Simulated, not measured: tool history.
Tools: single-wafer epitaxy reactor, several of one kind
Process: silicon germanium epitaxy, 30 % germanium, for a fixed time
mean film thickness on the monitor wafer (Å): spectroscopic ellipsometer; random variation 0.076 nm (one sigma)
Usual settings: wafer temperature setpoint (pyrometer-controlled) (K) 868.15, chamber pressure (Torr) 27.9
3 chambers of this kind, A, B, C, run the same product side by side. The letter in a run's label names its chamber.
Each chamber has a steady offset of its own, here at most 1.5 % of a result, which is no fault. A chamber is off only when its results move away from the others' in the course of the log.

run	hour	wafer temperature setpoint (pyrometer-controlled) (K)	chamber pressure (Torr)	hours since the last pyrometer calibration	hours since the last manometer calibration	read-back reference wafer on the same gauge, thickness_nm	mean film thickness on the monitor wafer (Å)
1C	11	868.15	27.9	107.5	1417.2	50.912	622.68
2A	26	868.15	27.9	1675.5	899.1	50.91	618.61
3B	39.1	868.15	27.9	1085.8	181.9	50.929	614.26
4C	52.3	868.15	27.9	148.8	1458.5	50.944	623.39
5B	62.9	868.15	27.9	1109.6	205.7	50.948	613.8
6A	73.3	868.15	27.9	1722.8	946.4	50.959	619.66
7B	84.2	868.15	27.9	1130.9	227	50.976	615.32
8C	95.3	868.15	27.9	191.8	1501.5	50.981	623.22
9A	110.7	868.15	27.9	1760.2	983.8	50.99	618.49
10C	120.2	868.15	33.7	216.7	1526.4	51.002	672
11A	135.5	868.15	33.7	1785	1008.6	51.009	668.3
12B	143.3	868.15	33.7	1190	286.1	51.022	664.42
13C	152.3	868.15	22	248.8	1558.5	51.025	568.79
14A	160.1	868.15	22	1809.6	1033.2	51.022	562.6
15B	173.3	868.15	22	1220	316.1	51.037	559.86
16A	187.1	868.15	27.9	1836.6	1060.2	51.045	619.56
17C	201.6	868.15	27.9	298.1	1607.8	51.052	625.49
18B	213.8	868.15	27.9	1260.5	356.6	51.064	615.74
19B	221.9	874.15	33.2	1268.6	364.7	51.077	741.08
20A	235.7	874.15	33.2	1885.2	1108.8	51.089	743.43
21C	250.5	874.15	33.2	347	1656.7	51.109	747.42
22C	261.5	868.15	27.9	358	1667.7	51.111	625.45
23A	270	868.15	27.9	1919.5	1143.1	51.123	620.76
24B	278.6	868.15	27.9	1325.3	421.4	51.12	617.1
25C	292.5	868.15	27.9	389	1698.7	51.133	625.34
26B	307.7	868.15	27.9	1354.4	450.5	51.164	617.42

Next, every chamber runs the same settings. What will each give?
27A	319	859.15	27.9				?
27B	319	859.15	27.9				?
27C	319	859.15	27.9				?

run	mean film thickness on the monitor wafer (Å)
27A	524.7
27B	520.59
27C	529.82
